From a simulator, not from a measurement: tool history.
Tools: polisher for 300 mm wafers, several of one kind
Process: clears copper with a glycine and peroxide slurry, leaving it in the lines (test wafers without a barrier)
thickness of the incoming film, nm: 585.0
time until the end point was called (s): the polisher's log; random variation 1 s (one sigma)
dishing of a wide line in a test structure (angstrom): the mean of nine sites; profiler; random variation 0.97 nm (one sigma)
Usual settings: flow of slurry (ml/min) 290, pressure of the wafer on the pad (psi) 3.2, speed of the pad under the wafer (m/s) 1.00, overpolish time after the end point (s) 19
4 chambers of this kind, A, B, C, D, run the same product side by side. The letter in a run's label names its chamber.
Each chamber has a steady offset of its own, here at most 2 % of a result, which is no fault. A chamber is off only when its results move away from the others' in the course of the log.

run	day	flow of slurry (ml/min)	pressure of the wafer on the pad (psi)	speed of the pad under the wafer (m/s)	overpolish time after the end point (s)	wafers polished on this pad	hours since the slurry nozzle was cleaned	hours since the head pressure was calibrated	time until the end point was called (s)	dishing of a wide line in a test structure (angstrom)
1B	0.283	290	3.2	1.00	19	195	19.8	208.0	104.630	513.54
# day 0.542: chamber A: worn pad replaced by a new one
# day 0.683: chamber C: slurry nozzle cleaned
2A	0.692	290	3.2	1.00	19	39	56.1	247.0	107.070	489.25
3D	0.979	290	3.2	1.00	19	636	149.7	106.6	103.980	509.27
4C	1.250	290	3.2	1.00	19	528	13.7	71.8	103.290	499.72
5D	1.567	290	3.2	1.00	19	790	163.8	120.7	104.800	512.70
# day 1.796: chamber C: worn pad replaced by a new one
6B	1.946	290	3.2	1.00	19	631	59.7	247.9	102.030	523.41
7A	2.383	290	3.2	1.00	19	483	96.7	287.6	107.360	499.83
8C	2.792	290	3.2	1.00	19	261	50.7	108.8	103.960	503.66
9A	3.071	290	3.2	1.00	19	663	113.2	304.1	106.360	507.66
# day 3.238: chamber D: worn pad replaced by a new one
# day 3.346: chamber A: worn pad replaced by a new one
10B	3.612	290	3.2	1.00	19	1068	99.7	287.9	104.520	513.83
11D	3.888	290	3.2	1.00	19	171	219.5	176.4	103.360	516.80
# day 4.225: chamber C: worn pad replaced by a new one
12C	4.288	290	3.2	1.00	19	17	86.6	144.7	104.560	490.80
# day 4.804: chamber B: worn pad replaced by a new one
13D	4.875	290	3.2	1.00	19	430	243.2	200.1	104.030	504.69
14A	5.329	290	3.2	1.00	19	520	167.4	358.3	106.520	506.33
15B	5.696	290	3.2	1.00	19	233	149.7	337.9	103.490	505.80
# day 5.850: chamber A: worn pad replaced by a new one
16C	6.292	290	3.2	1.00	19	542	134.7	192.8	104.390	524.51
# day 6.296: chamber C: worn pad replaced by a new one
17A	6.725	290	3.2	1.00	19	229	200.9	391.8	108.680	506.01
18B	7.079	340	3.2	1.12	19	596	182.9	371.1	92.561	537.02
19C	7.488	340	3.2	1.12	19	313	163.4	221.5	93.490	533.33
20D	7.900	340	3.2	1.12	19	1222	315.8	272.7	93.730	540.25
# day 8.142: chamber A: worn pad replaced by a new one
21A	8.192	340	3.2	1.12	19	13	236.1	427.0	95.086	534.05
22C	8.542	290	3.2	1.00	19	589	188.7	246.8	105.290	510.47
# day 8.875: chamber D: worn pad replaced by a new one
# day 8.879: chamber C: worn pad replaced by a new one
23B	9.033	290	3.2	1.00	19	1108	229.8	418.0	104.500	514.16
24D	9.404	290	3.2	1.26	12	139	351.9	308.8	85.163	445.62
25D	9.900	290	3.2	1.26	12	269	363.8	320.7	85.348	426.79
26C	10.392	290	3.2	1.26	12	397	233.1	291.2	86.974	429.29
# day 10.500: chamber A: worn pad replaced by a new one
27B	10.967	290	3.2	1.26	12	1615	276.2	464.4	84.717	426.98
# day 11.421: chamber C: worn pad replaced by a new one
28A	11.567	385	3.2	1.00	11	280	317.1	508.0	102.740	372.00
29C	11.862	385	3.2	1.00	11	116	268.4	326.5	104.570	362.91

Next, every chamber runs the same settings. What will each give?
30A	12.308	290	3.2	0.72	19				?	?
30B	12.308	290	3.2	0.72	19				?	?
30C	12.308	290	3.2	0.72	19				?	?
30D	12.308	290	3.2	0.72	19				?	?

run	time until the end point was called (s)	dishing of a wide line in a test structure (angstrom)
30A	139.980	438.14
30B	134.890	460.19
30C	138.360	438.17
30D	137.520	437.86

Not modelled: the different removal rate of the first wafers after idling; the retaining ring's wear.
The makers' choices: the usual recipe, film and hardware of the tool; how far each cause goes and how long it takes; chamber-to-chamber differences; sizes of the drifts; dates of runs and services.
